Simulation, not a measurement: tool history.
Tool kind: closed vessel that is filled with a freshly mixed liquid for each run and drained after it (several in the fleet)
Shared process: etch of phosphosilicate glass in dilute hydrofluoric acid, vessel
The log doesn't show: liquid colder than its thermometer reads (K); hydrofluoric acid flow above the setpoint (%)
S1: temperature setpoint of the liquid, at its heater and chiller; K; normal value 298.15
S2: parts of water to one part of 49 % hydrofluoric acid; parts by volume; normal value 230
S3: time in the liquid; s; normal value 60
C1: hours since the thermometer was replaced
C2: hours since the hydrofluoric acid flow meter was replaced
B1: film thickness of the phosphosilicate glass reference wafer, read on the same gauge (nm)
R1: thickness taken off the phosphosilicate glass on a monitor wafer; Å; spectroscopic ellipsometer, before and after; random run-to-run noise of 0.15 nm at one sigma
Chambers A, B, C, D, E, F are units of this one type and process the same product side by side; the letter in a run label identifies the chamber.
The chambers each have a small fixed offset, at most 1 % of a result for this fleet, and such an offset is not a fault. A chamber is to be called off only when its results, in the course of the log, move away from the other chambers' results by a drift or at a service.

{"run": "1D", "hour": 5.3, "S1": 298.15, "S2": 230, "S3": 60, "C1": 314.5, "C2": 462.1, "B1": 39.98, "R1": 285.51}
{"run": "2C", "hour": 10.0, "S1": 298.15, "S2": 230, "S3": 60, "C1": 412.9, "C2": 656.0, "B1": 40.006, "R1": 284.9}
{"run": "3A", "hour": 17.1, "S1": 298.15, "S2": 230, "S3": 60, "C1": 555.8, "C2": 1312.3, "B1": 39.998, "R1": 285.92}
{"run": "4B", "hour": 22.2, "S1": 298.15, "S2": 230, "S3": 60, "C1": 1992.8, "C2": 919.0, "B1": 40.002, "R1": 284.34}
{"run": "5E", "hour": 28.1, "S1": 298.15, "S2": 230, "S3": 60, "C1": 941.5, "C2": 2009.4, "B1": 40.038, "R1": 285.94}
{"run": "6F", "hour": 32.9, "S1": 298.15, "S2": 230, "S3": 60, "C1": 536.0, "C2": 1269.5, "B1": 40.001, "R1": 283.44}
{"run": "7E", "hour": 39.2, "S1": 298.15, "S2": 230, "S3": 60, "C1": 952.6, "C2": 2020.5, "B1": 40.006, "R1": 284.25}
{"run": "8F", "hour": 45.5, "S1": 298.15, "S2": 230, "S3": 60, "C1": 548.6, "C2": 1282.1, "B1": 40.001, "R1": 282.95}
{"run": "9D", "hour": 51.0, "S1": 298.15, "S2": 230, "S3": 60, "C1": 360.2, "C2": 507.8, "B1": 39.976, "R1": 288.99}
{"run": "10A", "hour": 58.2, "S1": 298.15, "S2": 230, "S3": 60, "C1": 596.9, "C2": 1353.4, "B1": 39.982, "R1": 287.07}
{"run": "11B", "hour": 62.2, "S1": 298.15, "S2": 230, "S3": 60, "C1": 2032.8, "C2": 959.0, "B1": 39.975, "R1": 282.38}
{"run": "12C", "hour": 68.1, "S1": 298.15, "S2": 230, "S3": 60, "C1": 471.0, "C2": 714.1, "B1": 40.031, "R1": 282.21}
{"run": "13D", "hour": 72.1, "S1": 298.15, "S2": 230, "S3": 60, "C1": 381.3, "C2": 528.9, "B1": 40.018, "R1": 287.21}
{"run": "14A", "hour": 79.1, "S1": 298.15, "S2": 230, "S3": 60, "C1": 617.8, "C2": 1374.3, "B1": 40.0, "R1": 287.45}
{"hour": 81.7, "done": "chamber E: hydrofluoric acid flow meter replaced"}
{"hour": 85.2, "done": "chamber C: hydrofluoric acid flow meter replaced"}
{"run": "15C", "hour": 85.2, "S1": 298.15, "S2": 230, "S3": 60, "C1": 488.1, "C2": 0.0, "B1": 39.999, "R1": 285.55}
{"run": "16E", "hour": 90.7, "S1": 298.15, "S2": 230, "S3": 60, "C1": 1004.1, "C2": 9.1, "B1": 39.977, "R1": 286.74}
{"run": "17F", "hour": 94.3, "S1": 298.15, "S2": 230, "S3": 60, "C1": 597.4, "C2": 1330.9, "B1": 40.012, "R1": 286.3}
{"run": "18B", "hour": 99.7, "S1": 298.15, "S2": 230, "S3": 60, "C1": 2070.3, "C2": 996.5, "B1": 39.978, "R1": 285.0}
{"run": "19E", "hour": 104.5, "S1": 298.15, "S2": 310, "S3": 45, "C1": 1017.9, "C2": 22.9, "B1": 40.025, "R1": 147.22}
{"run": "20F", "hour": 111.4, "S1": 298.15, "S2": 310, "S3": 45, "C1": 614.5, "C2": 1348.0, "B1": 40.014, "R1": 147.26}
{"run": "21D", "hour": 118.5, "S1": 298.15, "S2": 310, "S3": 45, "C1": 427.7, "C2": 575.3, "B1": 40.013, "R1": 148.18}
{"run": "22C", "hour": 122.8, "S1": 298.15, "S2": 310, "S3": 45, "C1": 525.7, "C2": 37.6, "B1": 40.015, "R1": 145.28}
{"run": "23A", "hour": 129.5, "S1": 298.15, "S2": 310, "S3": 45, "C1": 668.2, "C2": 1424.7, "B1": 39.976, "R1": 146.62}
{"run": "24B", "hour": 135.8, "S1": 298.15, "S2": 310, "S3": 45, "C1": 2106.4, "C2": 1032.6, "B1": 40.009, "R1": 144.87}
{"run": "25A", "hour": 141.0, "S1": 293.15, "S2": 230, "S3": 40, "C1": 679.7, "C2": 1436.2, "B1": 39.994, "R1": 156.41}
{"run": "26F", "hour": 147.9, "S1": 293.15, "S2": 230, "S3": 40, "C1": 651.0, "C2": 1384.5, "B1": 39.994, "R1": 156.94}
{"run": "27E", "hour": 153.4, "S1": 293.15, "S2": 230, "S3": 40, "C1": 1066.8, "C2": 71.8, "B1": 40.017, "R1": 159.68}
{"run": "28C", "hour": 156.9, "S1": 293.15, "S2": 230, "S3": 40, "C1": 559.8, "C2": 71.7, "B1": 40.003, "R1": 156.74}
{"run": "29B", "hour": 164.2, "S1": 293.15, "S2": 230, "S3": 40, "C1": 2134.8, "C2": 1061.0, "B1": 39.993, "R1": 157.05}
{"run": "30D", "hour": 168.0, "S1": 293.15, "S2": 230, "S3": 40, "C1": 477.2, "C2": 624.8, "B1": 39.985, "R1": 157.53}
{"run": "31F", "hour": 171.7, "S1": 300.65, "S2": 230, "S3": 75, "C1": 674.8, "C2": 1408.3, "B1": 39.98, "R1": 392.15}
{"run": "32B", "hour": 176.5, "S1": 300.65, "S2": 230, "S3": 75, "C1": 2147.1, "C2": 1073.3, "B1": 40.013, "R1": 390.39}
{"run": "33E", "hour": 182.4, "S1": 300.65, "S2": 230, "S3": 75, "C1": 1095.8, "C2": 100.8, "B1": 40.023, "R1": 388.44}
{"run": "34A", "hour": 189.4, "S1": 300.65, "S2": 230, "S3": 75, "C1": 728.1, "C2": 1484.6, "B1": 40.006, "R1": 391.39}
{"hour": 193.2, "done": "chamber D: thermometer replaced"}
{"run": "35D", "hour": 194.6, "S1": 300.65, "S2": 230, "S3": 75, "C1": 1.4, "C2": 651.4, "B1": 39.979, "R1": 392.03}
{"run": "36C", "hour": 198.4, "S1": 300.65, "S2": 230, "S3": 75, "C1": 601.3, "C2": 113.2, "B1": 39.957, "R1": 386.21}
{"run": "37A", "hour": 203.4, "S1": 298.15, "S2": 230, "S3": 60, "C1": 742.1, "C2": 1498.6, "B1": 40.017, "R1": 282.91}
{"run": "38B", "hour": 209.2, "S1": 298.15, "S2": 230, "S3": 60, "C1": 2179.8, "C2": 1106.0, "B1": 39.987, "R1": 286.75}
{"run": "39D", "hour": 216.0, "S1": 298.15, "S2": 230, "S3": 60, "C1": 22.8, "C2": 672.8, "B1": 40.014, "R1": 286.68}
{"run": "40C", "hour": 222.0, "S1": 298.15, "S2": 230, "S3": 45, "C1": 624.9, "C2": 136.8, "B1": 40.001, "R1": 213.14}
{"run": "41E", "hour": 229.7, "S1": 298.15, "S2": 230, "S3": 45, "C1": 1143.1, "C2": 148.1, "B1": 39.968, "R1": 213.58}

Predict what each chamber gives when all 6 of them run the settings below next.
{"run": "42A", "hour": 235.4, "S1": 298.15, "S2": 230, "S3": 35, "R1": "?"}
{"run": "42B", "hour": 235.4, "S1": 298.15, "S2": 230, "S3": 35, "R1": "?"}
{"run": "42C", "hour": 235.4, "S1": 298.15, "S2": 230, "S3": 35, "R1": "?"}
{"run": "42D", "hour": 235.4, "S1": 298.15, "S2": 230, "S3": 35, "R1": "?"}
{"run": "42E", "hour": 235.4, "S1": 298.15, "S2": 230, "S3": 35, "R1": "?"}
{"run": "42F", "hour": 235.4, "S1": 298.15, "S2": 230, "S3": 35, "R1": "?"}

run=42A R1=167.05
run=42B R1=166.82
run=42C R1=167.58
run=42D R1=168.21
run=42E R1=165.58
run=42F R1=166.35
